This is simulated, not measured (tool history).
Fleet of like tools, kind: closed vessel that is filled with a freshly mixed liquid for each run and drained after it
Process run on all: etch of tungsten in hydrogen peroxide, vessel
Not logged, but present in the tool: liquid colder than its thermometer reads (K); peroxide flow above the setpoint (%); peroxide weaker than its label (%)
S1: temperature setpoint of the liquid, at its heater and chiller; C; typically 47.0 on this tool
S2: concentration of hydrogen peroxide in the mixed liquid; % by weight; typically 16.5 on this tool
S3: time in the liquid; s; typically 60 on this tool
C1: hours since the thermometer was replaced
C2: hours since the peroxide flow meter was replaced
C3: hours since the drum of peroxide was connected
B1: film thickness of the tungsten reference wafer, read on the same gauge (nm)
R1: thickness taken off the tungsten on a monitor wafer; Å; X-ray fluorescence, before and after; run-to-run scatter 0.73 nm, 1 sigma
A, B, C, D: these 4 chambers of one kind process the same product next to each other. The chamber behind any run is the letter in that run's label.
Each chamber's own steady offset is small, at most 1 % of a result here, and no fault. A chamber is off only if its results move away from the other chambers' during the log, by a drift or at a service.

run,hour,S1,S2,S3,C1,C2,C3,B1,R1
1A,9.5,47.0,16.5,60,993.7,1357.8,645.5,70.024,1257.20
# hour 18.4: chamber B: new drum of peroxide connected
2D,20.4,47.0,16.5,60,778.1,1923.1,217.8,69.989,1279.70
3B,32.3,47.0,16.5,60,616.5,660.5,13.9,70.041,1278.00
4C,41.8,47.0,16.5,60,348.1,1311.0,278.7,70.059,1277.80
5B,49.4,47.0,16.5,60,633.6,677.6,31.0,70.032,1285.20
# hour 58.8: chamber A: new drum of peroxide connected
6A,59.2,38.5,16.5,95,1043.4,1407.5,0.4,70.040,1153.10
7C,70.4,38.5,16.5,95,376.7,1339.6,307.3,70.034,1169.60
8D,82.7,38.5,16.5,95,840.4,1985.4,280.1,69.982,1176.60
9A,90.1,38.5,16.5,95,1074.3,1438.4,31.3,70.023,1149.20
10D,98.1,47.0,16.5,60,855.8,2000.8,295.5,69.961,1263.20
11C,108.7,47.0,16.5,60,415.0,1377.9,345.6,70.019,1279.70
12B,119.2,47.0,16.5,60,703.4,747.4,100.8,70.038,1295.40
# hour 124.6: chamber A: peroxide flow meter replaced
13D,130.2,47.0,16.5,60,887.9,2032.9,327.6,70.013,1261.40
# hour 134.7: chamber C: peroxide flow meter replaced
14C,141.9,47.0,16.5,60,448.2,7.3,378.8,69.990,1272.70
15A,154.9,47.0,16.5,30,1139.1,30.4,96.1,70.048,630.36
16B,168.0,47.0,16.5,30,752.2,796.2,149.6,70.007,643.09
17C,178.0,47.0,16.5,30,484.3,43.4,414.9,69.960,639.78
# hour 181.7: chamber B: thermometer replaced
18D,188.9,47.0,16.5,30,946.6,2091.6,386.3,70.017,631.92
19A,195.7,47.0,16.5,60,1179.9,71.2,136.9,69.991,1268.70
20B,204.8,47.0,16.5,60,23.1,833.0,186.4,69.964,1280.20
21B,216.3,47.0,16.5,60,34.6,844.5,197.9,69.969,1286.50
# hour 216.5: chamber D: new drum of peroxide connected
# hour 221.2: chamber C: new drum of peroxide connected
22D,226.4,47.0,16.5,60,984.1,2129.1,10.0,70.046,1276.00
23C,235.0,47.0,16.5,60,541.3,100.4,13.8,69.996,1267.80
24A,241.5,47.0,16.5,60,1225.7,117.0,182.7,69.990,1268.30
25D,253.0,47.0,16.5,60,1010.7,2155.7,36.6,70.012,1270.30
26A,259.7,47.0,16.5,60,1243.9,135.2,200.9,69.947,1264.10
27B,269.1,47.0,16.5,60,87.4,897.3,250.7,69.958,1280.00
28C,278.9,47.0,16.5,60,585.2,144.3,57.7,70.053,1273.80
29C,289.5,47.0,16.5,60,595.8,154.9,68.3,69.964,1276.40
30D,299.6,47.0,16.5,60,1057.3,2202.3,83.2,70.019,1275.30
31A,308.7,47.0,16.5,60,1292.9,184.2,249.9,70.036,1266.10
32B,319.8,47.0,14.5,60,138.1,948.0,301.4,70.018,1209.60
33A,328.8,47.0,14.5,60,1313.0,204.3,270.0,70.019,1184.10

Each of the 4 chambers runs these same settings next. Fill in every chamber's results:
34A,338.2,47.0,20.5,60,,,,,?
34B,338.2,47.0,20.5,60,,,,,?
34C,338.2,47.0,20.5,60,,,,,?
34D,338.2,47.0,20.5,60,,,,,?

run,R1
34A,1397.40
34B,1421.70
34C,1416.80
34D,1406.20
